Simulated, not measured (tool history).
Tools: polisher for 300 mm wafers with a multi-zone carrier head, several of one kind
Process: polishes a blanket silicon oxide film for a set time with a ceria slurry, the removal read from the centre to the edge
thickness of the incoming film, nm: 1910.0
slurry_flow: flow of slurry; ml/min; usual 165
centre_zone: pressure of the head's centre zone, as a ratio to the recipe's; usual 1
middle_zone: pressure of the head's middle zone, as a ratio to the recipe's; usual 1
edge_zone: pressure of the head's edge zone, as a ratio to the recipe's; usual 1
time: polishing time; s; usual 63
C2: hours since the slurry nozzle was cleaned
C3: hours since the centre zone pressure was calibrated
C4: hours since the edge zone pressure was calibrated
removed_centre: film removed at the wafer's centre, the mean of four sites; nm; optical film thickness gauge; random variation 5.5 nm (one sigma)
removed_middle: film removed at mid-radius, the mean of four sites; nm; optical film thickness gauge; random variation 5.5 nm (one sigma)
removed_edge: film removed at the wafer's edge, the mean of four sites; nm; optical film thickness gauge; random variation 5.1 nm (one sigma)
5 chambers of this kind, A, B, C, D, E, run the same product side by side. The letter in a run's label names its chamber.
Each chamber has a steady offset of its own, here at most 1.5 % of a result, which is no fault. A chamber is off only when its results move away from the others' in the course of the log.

Run 1D, hour 8.4: usual settings; wafers polished on this pad 1051; C2 373.5; C3 355.8; C4 392.5. Result: removed_centre 372.3 nm, removed_middle 380.43 nm, removed_edge 370.07 nm.
At hour 14.6: chamber D: worn pad replaced by a new one.
Run 2C, hour 17.7: usual settings; wafers polished on this pad 1095; C2 128.9; C3 138.9; C4 415.5. Result: removed_centre 372.53 nm, removed_middle 365.47 nm, removed_edge 371.62 nm.
At hour 20.4: chamber A: worn pad replaced by a new one.
Run 3A, hour 25.5: usual settings; wafers polished on this pad 49; C2 223.8; C3 264.8; C4 306.5. Result: removed_centre 374.75 nm, removed_middle 373.53 nm, removed_edge 370.94 nm.
At hour 33.3: chamber C: worn pad replaced by a new one.
Run 4E, hour 34.2: usual settings; wafers polished on this pad 539; C2 235.2; C3 227.6; C4 135.8. Result: removed_centre 362.85 nm, removed_middle 379.34 nm, removed_edge 367.06 nm.
Run 5B, hour 43.2: usual settings; wafers polished on this pad 540; C2 129.6; C3 153.2; C4 1277.9. Result: removed_centre 374.04 nm, removed_middle 374.41 nm, removed_edge 372.13 nm.
Run 6C, hour 52.2: usual settings; wafers polished on this pad 180; C2 163.4; C3 173.4; C4 450. Result: removed_centre 374.09 nm, removed_middle 372.78 nm, removed_edge 364.63 nm.
Run 7E, hour 57.9: usual settings; wafers polished on this pad 765; C2 258.9; C3 251.3; C4 159.5. Result: removed_centre 360.8 nm, removed_middle 364.99 nm, removed_edge 371.15 nm.
At hour 60.4: chamber A: centre zone pressure recalibrated.
Run 8D, hour 62.7: usual settings; wafers polished on this pad 457; C2 427.8; C3 410.1; C4 446.8. Result: removed_centre 378.36 nm, removed_middle 373.36 nm, removed_edge 380.79 nm.
Run 9A, hour 71.2: usual settings; wafers polished on this pad 484; C2 269.5; C3 10.8; C4 352.2. Result: removed_centre 372.53 nm, removed_middle 372.99 nm, removed_edge 378.54 nm.
Run 10B, hour 80.2: usual settings; wafers polished on this pad 892; C2 166.6; C3 190.2; C4 1314.9. Result: removed_centre 367.49 nm, removed_middle 377.7 nm, removed_edge 370.81 nm.
At hour 84.9: chamber B: edge zone pressure recalibrated.
Run 11A, hour 88.5: usual settings; wafers polished on this pad 648; C2 286.8; C3 28.1; C4 369.5. Result: removed_centre 371.95 nm, removed_middle 373.23 nm, removed_edge 368.92 nm.
Run 12D, hour 98.4: usual settings but centre_zone 0.89; wafers polished on this pad 797; C2 463.5; C3 445.8; C4 482.5. Result: removed_centre 329.42 nm, removed_middle 363.49 nm, removed_edge 375.52 nm.
Run 13B, hour 105.2: usual settings but centre_zone 0.89; wafers polished on this pad 1129; C2 191.6; C3 215.2; C4 20.3. Result: removed_centre 331.37 nm, removed_middle 369.45 nm, removed_edge 372.59 nm.
At hour 110.9: chamber A: worn pad replaced by a new one.
Run 14C, hour 115: usual settings but centre_zone 0.89; wafers polished on this pad 777; C2 226.2; C3 236.2; C4 512.8. Result: removed_centre 327.17 nm, removed_middle 378.27 nm, removed_edge 359.93 nm.
At hour 118.5: chamber E: worn pad replaced by a new one.
Run 15E, hour 120.3: usual settings but centre_zone 0.89; wafers polished on this pad 17; C2 321.3; C3 313.7; C4 221.9. Result: removed_centre 320.32 nm, removed_middle 383.75 nm, removed_edge 377.87 nm.
Run 16A, hour 124.6: usual settings but centre_zone 0.89; wafers polished on this pad 131; C2 322.9; C3 64.2; C4 405.6. Result: removed_centre 327.93 nm, removed_middle 368.19 nm, removed_edge 368.07 nm.
At hour 130: chamber D: worn pad replaced by a new one.
Run 17E, hour 130: usual settings; wafers polished on this pad 109; C2 331; C3 323.4; C4 231.6. Result: removed_centre 368.5 nm, removed_middle 371.55 nm, removed_edge 380.42 nm.
At hour 137: chamber D: slurry nozzle cleaned.
Run 18B, hour 138.6: usual settings; wafers polished on this pad 1447; C2 225; C3 248.6; C4 53.7. Result: removed_centre 373.97 nm, removed_middle 375.55 nm, removed_edge 370.87 nm.
Run 19D, hour 147.7: usual settings; wafers polished on this pad 169; C2 10.7; C3 495.1; C4 531.8. Result: removed_centre 377.66 nm, removed_middle 386.32 nm, removed_edge 381.61 nm.
At hour 148: chamber C: worn pad replaced by a new one.
At hour 153.1: chamber B: worn pad replaced by a new one.
Run 20C, hour 156.4: usual settings; wafers polished on this pad 80; C2 267.6; C3 277.6; C4 554.2. Result: removed_centre 371.03 nm, removed_middle 365.8 nm, removed_edge 366.64 nm.
Run 21D, hour 162: usual settings; wafers polished on this pad 305; C2 25; C3 509.4; C4 546.1. Result: removed_centre 376.64 nm, removed_middle 372.09 nm, removed_edge 390.36 nm.
Run 22A, hour 167.2: usual settings; wafers polished on this pad 536; C2 365.5; C3 106.8; C4 448.2. Result: removed_centre 374.61 nm, removed_middle 365.7 nm, removed_edge 366.38 nm.
At hour 168.9: chamber A: edge zone pressure recalibrated.
Run 23B, hour 174.9: usual settings but middle_zone 1.1, time 84 s; wafers polished on this pad 207; C2 261.3; C3 284.9; C4 90. Result: removed_centre 494.46 nm, removed_middle 531.92 nm, removed_edge 491.15 nm.
At hour 182.3: chamber C: slurry nozzle cleaned.
Run 24E, hour 184.4: usual settings but middle_zone 1.1, time 84 s; wafers polished on this pad 626; C2 385.4; C3 377.8; C4 286. Result: removed_centre 484.49 nm, removed_middle 545.87 nm, removed_edge 493.61 nm.
Run 25C, hour 192.4: usual settings but middle_zone 1.1, time 84 s; wafers polished on this pad 422; C2 10.1; C3 313.6; C4 590.2. Result: removed_centre 510.64 nm, removed_middle 547.98 nm, removed_edge 488.88 nm.
Run 26E, hour 200: usual settings but middle_zone 1.1, time 84 s; wafers polished on this pad 775; C2 401; C3 393.4; C4 301.6. Result: removed_centre 494.94 nm, removed_middle 532.3 nm, removed_edge 492.57 nm.
At hour 202.5: chamber A: worn pad replaced by a new one.
Run 27B, hour 206.4: usual settings but middle_zone 1.1, time 84 s; wafers polished on this pad 507; C2 292.8; C3 316.4; C4 121.5. Result: removed_centre 480.66 nm, removed_middle 526.67 nm, removed_edge 480.16 nm.
Run 28A, hour 215.6: usual settings; wafers polished on this pad 125; C2 413.9; C3 155.2; C4 46.8. Result: removed_centre 372.34 nm, removed_middle 368.52 nm, removed_edge 359.2 nm.
Run 29C, hour 220.9: usual settings but middle_zone 1.05; wafers polished on this pad 694; C2 38.6; C3 342.1; C4 618.7. Result: removed_centre 375.54 nm, removed_middle 377.5 nm, removed_edge 362.55 nm.
At hour 222.2: chamber D: worn pad replaced by a new one.
Run 30D, hour 227.2: usual settings but middle_zone 1.05; wafers polished on this pad 47; C2 90.2; C3 574.6; C4 611.3. Result: removed_centre 369.48 nm, removed_middle 387.58 nm, removed_edge 382.72 nm.
Run 31E, hour 232.5: usual settings but middle_zone 1.05; wafers polished on this pad 1084; C2 433.5; C3 425.9; C4 334.1. Result: removed_centre 377.19 nm, removed_middle 386.7 nm, removed_edge 382.34 nm.
Run 32C, hour 237.2: usual settings but middle_zone 1.05; wafers polished on this pad 849; C2 54.9; C3 358.4; C4 635. Result: removed_centre 375.51 nm, removed_middle 385.78 nm, removed_edge 371.22 nm.
Run 33D, hour 243.5: usual settings but middle_zone 1.05; wafers polished on this pad 202; C2 106.5; C3 590.9; C4 627.6. Result: removed_centre 374.84 nm, removed_middle 384.62 nm, removed_edge 378.26 nm.
At hour 250.2: chamber E: worn pad replaced by a new one.
Run 34B, hour 250.9: usual settings; wafers polished on this pad 930; C2 337.3; C3 360.9; C4 166. Result: removed_centre 350.25 nm, removed_middle 347.47 nm, removed_edge 349.79 nm.
Run 35A, hour 259.8: usual settings; wafers polished on this pad 545; C2 458.1; C3 199.4; C4 91. Result: removed_centre 378.23 nm, removed_middle 373.39 nm, removed_edge 361.95 nm.
Run 36A, hour 267.9: usual settings; wafers polished on this pad 622; C2 466.2; C3 207.5; C4 99.1. Result: removed_centre 371.16 nm, removed_middle 383.85 nm, removed_edge 364.81 nm.
Run 37C, hour 277.4: usual settings; wafers polished on this pad 1231; C2 95.1; C3 398.6; C4 675.2. Result: removed_centre 375.48 nm, removed_middle 378.95 nm, removed_edge 376.55 nm.
Run 38B, hour 286.7: usual settings; wafers polished on this pad 1270; C2 373.1; C3 396.7; C4 201.8. Result: removed_centre 335.13 nm, removed_middle 337.81 nm, removed_edge 344.49 nm.
Run 39E, hour 291.6: usual settings; wafers polished on this pad 394; C2 492.6; C3 485; C4 393.2. Result: removed_centre 360.78 nm, removed_middle 373.71 nm, removed_edge 372.19 nm.
Run 40D, hour 301.1: usual settings; wafers polished on this pad 750; C2 164.1; C3 648.5; C4 685.2. Result: removed_centre 377.34 nm, removed_middle 379.25 nm, removed_edge 381.21 nm.
Run 41D, hour 309.6: usual settings; wafers polished on this pad 831; C2 172.6; C3 657; C4 693.7. Result: removed_centre 384.21 nm, removed_middle 365.67 nm, removed_edge 380.43 nm.

Is one chamber off against the others, does the gauge drift, or is nothing wrong? If a chamber is off, say which, and what the likeliest cause is.

Chamber B drifts away from the others.
Cause: slurry flow missing at the pad, % = 38.7.

Here are 4 candidates for chamber B's next run, each the usual settings with a change, their results left as question marks. Which one brings its results back in line with what the others give on the usual settings?
In line means no further than this from the other chambers' mean on the usual settings: removed_centre 19 nm; removed_middle 19 nm; removed_edge 18 nm
Run 42B-1, hour 316.7: usual settings but slurry_flow 155 ml/min, centre_zone 0.98, middle_zone 0.98, edge_zone 1.02, time 57 s. Result: removed_centre ?, removed_middle ?, removed_edge ?.
Run 42B-2, hour 316.7: usual settings but slurry_flow 175 ml/min, centre_zone 1.02, middle_zone 1.02, edge_zone 0.98, time 69 s. Result: removed_centre ?, removed_middle ?, removed_edge ?.
Run 42B-3, hour 316.7: usual settings but slurry_flow 160 ml/min, centre_zone 0.99, middle_zone 0.99, time 61 s. Result: removed_centre ?, removed_middle ?, removed_edge ?.
Run 42B-4, hour 316.7: usual settings but slurry_flow 170 ml/min, centre_zone 1.01, middle_zone 1.01, time 65 s. Result: removed_centre ?, removed_middle ?, removed_edge ?.

The other chambers' mean on the usual settings: removed_centre 371.36 nm; removed_middle 372.63 nm; removed_edge 373.66 nm
  run  removed_centre  removed_middle  removed_edge
42B-1          283.17          289.01        310.64
42B-2          372.11          375.32        376.26
42B-3          309.66          315.05         330.9
42B-4          343.77          347.69        356.47
42B-2 brings the chamber back in line.
